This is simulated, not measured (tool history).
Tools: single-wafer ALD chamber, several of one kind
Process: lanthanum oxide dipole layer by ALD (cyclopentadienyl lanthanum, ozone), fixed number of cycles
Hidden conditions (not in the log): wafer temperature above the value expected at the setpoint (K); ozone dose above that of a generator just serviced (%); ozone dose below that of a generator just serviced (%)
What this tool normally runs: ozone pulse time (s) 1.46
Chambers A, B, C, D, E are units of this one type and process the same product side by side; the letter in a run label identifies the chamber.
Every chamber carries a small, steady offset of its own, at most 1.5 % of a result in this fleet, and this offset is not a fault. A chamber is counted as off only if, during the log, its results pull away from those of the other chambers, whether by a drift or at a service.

| run | day | ozone pulse time (s) | hours since the last thermocouple change | hours since the last ozone generator service | read-back reference wafer on the same gauge, thickness_nm | mean film thickness on the monitor wafer (Å) |
|---|---|---|---|---|---|---|
| 1B | 0.575 | 1.46 | 216.7 | 1309.6 | 0.45970 | 5.4376 |
| 2A | 1.208 | 1.46 | 170.7 | 360.9 | 0.45991 | 5.4683 |
|  | 1.608 | chamber C: thermocouple changed; heater temperature recalibrated |
| 3E | 1.775 | 1.46 | 601.8 | 336.6 | 0.45957 | 5.4972 |
| 4D | 2.350 | 1.46 | 1173.4 | 412.0 | 0.45962 | 5.5107 |
| 5C | 2.854 | 1.46 | 30.0 | 314.4 | 0.45971 | 5.4790 |
| 6A | 3.250 | 1.46 | 219.7 | 409.9 | 0.45952 | 5.4478 |
| 7B | 3.779 | 1.46 | 293.6 | 1386.5 | 0.45946 | 5.4334 |
| 8C | 4.200 | 1.46 | 62.3 | 346.7 | 0.45938 | 5.4766 |
| 9E | 4.825 | 1.46 | 675.0 | 409.8 | 0.45933 | 5.4990 |
| 10D | 5.233 | 1.46 | 1242.6 | 481.2 | 0.45924 | 5.5259 |
| 11A | 5.592 | 1.46 | 275.9 | 466.1 | 0.45914 | 5.4526 |
| 12D | 6.129 | 1.46 | 1264.1 | 502.7 | 0.45908 | 5.5330 |
| 13E | 6.429 | 1.46 | 713.5 | 448.3 | 0.45907 | 5.4952 |
| 14C | 6.938 | 1.46 | 128.0 | 412.4 | 0.45914 | 5.4698 |
| 15B | 7.246 | 1.46 | 376.8 | 1469.7 | 0.45917 | 5.4342 |
| 16C | 7.758 | 1.46 | 147.7 | 432.1 | 0.45891 | 5.4749 |
| 17A | 8.200 | 1.46 | 338.5 | 528.7 | 0.45881 | 5.4311 |
| 18B | 8.838 | 0.97 | 415.0 | 1507.9 | 0.45863 | 4.9180 |
| 19D | 9.338 | 0.97 | 1341.1 | 579.7 | 0.45873 | 5.0083 |
| 20E | 9.829 | 0.97 | 795.1 | 529.9 | 0.45859 | 4.9409 |
| 21A | 10.496 | 0.97 | 393.6 | 583.8 | 0.45823 | 4.9162 |
| 22E | 10.833 | 0.97 | 819.2 | 554.0 | 0.45817 | 4.9478 |
| 23B | 11.179 | 1.46 | 471.2 | 1564.1 | 0.45852 | 5.4001 |
| 24C | 11.625 | 1.46 | 240.5 | 524.9 | 0.45800 | 5.4689 |
| 25D | 12.096 | 1.46 | 1407.3 | 645.9 | 0.45845 | 5.5101 |
| 26E | 12.617 | 1.46 | 862.0 | 596.8 | 0.45776 | 5.4903 |
| 27C | 13.262 | 1.86 | 279.8 | 564.2 | 0.45778 | 5.6349 |
| 28A | 13.900 | 1.86 | 475.3 | 665.5 | 0.45799 | 5.6053 |
| 29D | 14.417 | 1.86 | 1463.0 | 701.6 | 0.45784 | 5.6735 |
| 30B | 14.888 | 1.86 | 560.2 | 1653.1 | 0.45772 | 5.5739 |
| 31C | 15.196 | 1.86 | 326.2 | 610.6 | 0.45759 | 5.6262 |
| 32D | 15.592 | 1.46 | 1491.2 | 729.8 | 0.45750 | 5.5098 |
| 33E | 16.104 | 1.46 | 945.7 | 680.5 | 0.45763 | 5.4657 |
| 34B | 16.575 | 1.46 | 600.7 | 1693.6 | 0.45737 | 5.4135 |
| 35A | 17.154 | 1.46 | 553.4 | 743.6 | 0.45733 | 5.4265 |
| 36C | 17.679 | 1.46 | 385.8 | 670.2 | 0.45734 | 5.4582 |
| 37E | 18.062 | 1.46 | 992.7 | 727.5 | 0.45710 | 5.4741 |
| 38D | 18.625 | 1.46 | 1564.0 | 802.6 | 0.45706 | 5.5133 |
| 39A | 18.996 | 1.46 | 597.6 | 787.8 | 0.45698 | 5.4409 |
| 40B | 19.462 | 1.46 | 670.0 | 1762.9 | 0.45709 | 5.4093 |
| 41B | 19.854 | 1.46 | 679.4 | 1772.3 | 0.45699 | 5.4034 |

Which is it: a chamber that has drifted or been left off by a service, a gauge drift common to all chambers, or only each chamber's usual small offset? If a chamber is off, name it and its likeliest cause.

Every chamber seems to shift together because the gauge that measures them all drifts; the chambers themselves are fine.
Cause: gauge reads low (%) = 0.683.
